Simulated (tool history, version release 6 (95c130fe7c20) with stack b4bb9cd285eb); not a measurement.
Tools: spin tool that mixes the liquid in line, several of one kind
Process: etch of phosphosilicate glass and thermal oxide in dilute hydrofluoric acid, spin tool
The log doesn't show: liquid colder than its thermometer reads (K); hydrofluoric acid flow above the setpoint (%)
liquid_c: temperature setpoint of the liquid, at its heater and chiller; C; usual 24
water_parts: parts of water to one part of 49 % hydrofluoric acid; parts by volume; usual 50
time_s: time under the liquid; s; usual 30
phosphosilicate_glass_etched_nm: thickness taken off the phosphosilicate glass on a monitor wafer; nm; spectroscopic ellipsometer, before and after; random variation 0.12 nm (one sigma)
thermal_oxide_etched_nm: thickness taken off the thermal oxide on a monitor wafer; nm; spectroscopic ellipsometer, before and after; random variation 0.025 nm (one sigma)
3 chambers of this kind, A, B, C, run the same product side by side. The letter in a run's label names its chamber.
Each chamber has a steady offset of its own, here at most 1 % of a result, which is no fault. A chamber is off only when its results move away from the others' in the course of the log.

run	hour	liquid_c	water_parts	time_s	hours since the thermometer was replaced	hours since the hydrofluoric acid flow meter was replaced	read-back film thickness of the phosphosilicate glass reference wafer, read on the same gauge (nm)	read-back film thickness of the thermal oxide reference wafer, read on the same gauge (nm)	phosphosilicate_glass_etched_nm	thermal_oxide_etched_nm
1A	11.7	24	50	30	1268.3	255	70.012	89.957	38.327	3.1884
2B	21.3	24	50	30	1785.9	234.6	70.009	89.986	38.706	3.1748
3C	28.3	24	50	30	220.1	1546.3	69.991	89.985	38.552	3.1163
4B	38.4	24	50	30	1803	251.7	70.019	89.982	38.517	3.1424
5A	49.8	24	50	30	1306.4	293.1	70.003	89.997	38.333	3.1403
6C	62.8	28.5	40	30	254.6	1580.8	69.995	90.022	58.185	4.7371
7A	72.3	28.5	40	30	1328.9	315.6	70.007	90.001	58.491	4.8228
8B	86.8	28.5	40	30	1851.4	300.1	70.025	90.032	59.18	4.8964
9C	96.7	24	50	30	288.5	1614.7	69.989	89.992	38.544	3.1697
10B	110.1	24	50	30	1874.7	323.4	69.987	90.059	38.46	3.1614
11A	116.5	24	50	30	1373.1	359.8	70.008	89.992	38.085	3.1977
12C	126.1	24	50	30	317.9	1644.1	69.989	89.951	38.289	3.1733
13C	137.1	24	50	30	328.9	1655.1	69.994	89.944	38.352	3.1577
14A	147.3	24	50	30	1403.9	390.6	69.992	89.956	38.155	3.1861
15B	155.1	24	50	30	1919.7	368.4	69.984	89.977	38.706	3.1529
16A	162.7	24	50	30	1419.3	406	69.997	89.999	38.322	3.198
17C	172.5	24	50	30	364.3	1690.5	70.007	89.924	38.275	3.1939
18B	179.9	24	50	30	1944.5	393.2	70.017	89.989	38.529	3.1634
19B	191.7	24	50	30	1956.3	405	69.983	90.046	38.497	3.2069
20A	200.5	24	50	30	1457.1	443.8	70.004	90.022	38.345	3.197

Is one chamber off against the others, does the gauge drift, or is nothing wrong? If a chamber is off, say which, and what the likeliest cause is.

No chamber stands off beyond its own small offset, and the gauge holds steady.

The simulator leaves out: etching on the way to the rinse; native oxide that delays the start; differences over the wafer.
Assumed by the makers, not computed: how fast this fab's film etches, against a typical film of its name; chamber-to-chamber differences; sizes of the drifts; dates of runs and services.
